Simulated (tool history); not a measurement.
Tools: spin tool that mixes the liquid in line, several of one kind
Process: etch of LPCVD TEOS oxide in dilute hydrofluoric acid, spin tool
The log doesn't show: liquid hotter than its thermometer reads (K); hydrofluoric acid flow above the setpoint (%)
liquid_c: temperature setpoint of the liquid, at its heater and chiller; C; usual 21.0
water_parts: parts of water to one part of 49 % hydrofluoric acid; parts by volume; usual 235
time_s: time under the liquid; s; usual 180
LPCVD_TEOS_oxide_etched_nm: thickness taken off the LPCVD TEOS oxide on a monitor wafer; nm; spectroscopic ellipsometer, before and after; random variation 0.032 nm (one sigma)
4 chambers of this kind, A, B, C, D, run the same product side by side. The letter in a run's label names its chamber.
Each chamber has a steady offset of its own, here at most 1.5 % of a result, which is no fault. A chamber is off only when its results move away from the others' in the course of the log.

run   hour  liquid_c  water_parts  time_s  hours since the thermometer was replaced  hours since the hydrofluoric acid flow meter was replaced  read-back film thickness of the LPCVD TEOS oxide reference wafer, read on the same gauge (nm)  LPCVD_TEOS_oxide_etched_nm
 1A   11.1      21.0          235     180                                     177.2                                                     1603.1                                                                                         120.00                      9.9206
 2D   20.0      21.0          235     180                                     234.2                                                      684.5                                                                                         119.98                     10.0200
 3C   29.2      21.0          235     180                                     567.9                                                      896.5                                                                                         119.99                      9.8795
 4B   37.3      21.0          235     180                                     694.8                                                      419.2                                                                                         119.99                      9.8923
 5D   43.6      21.0          235     180                                     257.8                                                      708.1                                                                                         120.00                     10.1320
 6A   55.8      21.0          235     180                                     221.9                                                     1647.8                                                                                         119.97                      9.9065
 7B   66.2      21.0          235     180                                     723.7                                                      448.1                                                                                         120.03                      9.9506
 8C   78.9      21.0          235     180                                     617.6                                                      946.2                                                                                         119.98                      9.8535
 9C   88.4      21.0          235     180                                     627.1                                                      955.7                                                                                         119.98                      9.9084
10D  100.5      17.0          235     240                                     314.7                                                      765.0                                                                                         120.04                     11.5570
11A  107.8      17.0          235     240                                     273.9                                                     1699.8                                                                                         119.98                     11.3180
12B  120.0      17.0          235     240                                     777.5                                                      501.9                                                                                         120.03                     11.3060
13D  126.4      17.0          235     240                                     340.6                                                      790.9                                                                                         120.00                     11.5220
14A  134.0      21.0          235     180                                     300.1                                                     1726.0                                                                                         120.00                      9.9293
15B  141.1      21.0          235     180                                     798.6                                                      523.0                                                                                         120.02                      9.8910
16C  150.4      21.0          235     180                                     689.1                                                     1017.7                                                                                         119.99                      9.8811
17B  163.2      21.0          235     180                                     820.7                                                      545.1                                                                                         119.98                      9.9235
18D  172.5      21.0          235     130                                     386.7                                                      837.0                                                                                         120.05                      7.2917
19C  184.9      21.0          235     130                                     723.6                                                     1052.2                                                                                         120.02                      7.1552
20A  192.5      21.0          235     130                                     358.6                                                     1784.5                                                                                         120.01                      7.1886
21A  198.1      21.0          235     130                                     364.2                                                     1790.1                                                                                         120.04                      7.2298
22C  207.4      21.0          235     180                                     746.1                                                     1074.7                                                                                         119.99                      9.8088
23B  217.6      21.0          235     180                                     875.1                                                      599.5                                                                                         120.03                      9.9613
24D  225.8      21.0          235     180                                     440.0                                                      890.3                                                                                         119.97                     10.0630
25D  234.8      21.0          130     245                                     449.0                                                      899.3                                                                                         120.03                     27.0310
26A  241.9      21.0          130     245                                     408.0                                                     1833.9                                                                                         119.99                     27.3320
27B  253.6      21.0          130     245                                     911.1                                                      635.5                                                                                         119.97                     27.6340
     265.9  -- chamber C: hydrofluoric acid flow meter replaced
28C  266.3      21.0          130     245                                     805.0                                                        0.4                                                                                         120.01                     26.7750
29A  279.3      21.0          235     180                                     445.4                                                     1871.3                                                                                         120.03                      9.9215
30C  287.2      21.0          235     180                                     825.9                                                       21.3                                                                                         120.04                      9.8319
     295.9  -- chamber C: thermometer replaced
31D  297.3      21.0          180      95                                     511.5                                                      961.8                                                                                         119.97                      7.2727
32B  309.2      21.0          180      95                                     966.7                                                      691.1                                                                                         120.02                      7.2904
33C  319.9      21.0          180      95                                      24.1                                                       54.0                                                                                         120.04                      7.1561
34A  329.5      21.0          180      95                                     495.6                                                     1921.5                                                                                         119.99                      7.2743
35B  339.8      21.0          235     180                                     997.3                                                      721.7                                                                                         120.01                      9.9798

Is one chamber off against the others, does the gauge drift, or is nothing wrong? If a chamber is off, say which, and what the likeliest cause is.

No chamber stands off beyond its own small offset, and the gauge holds steady.
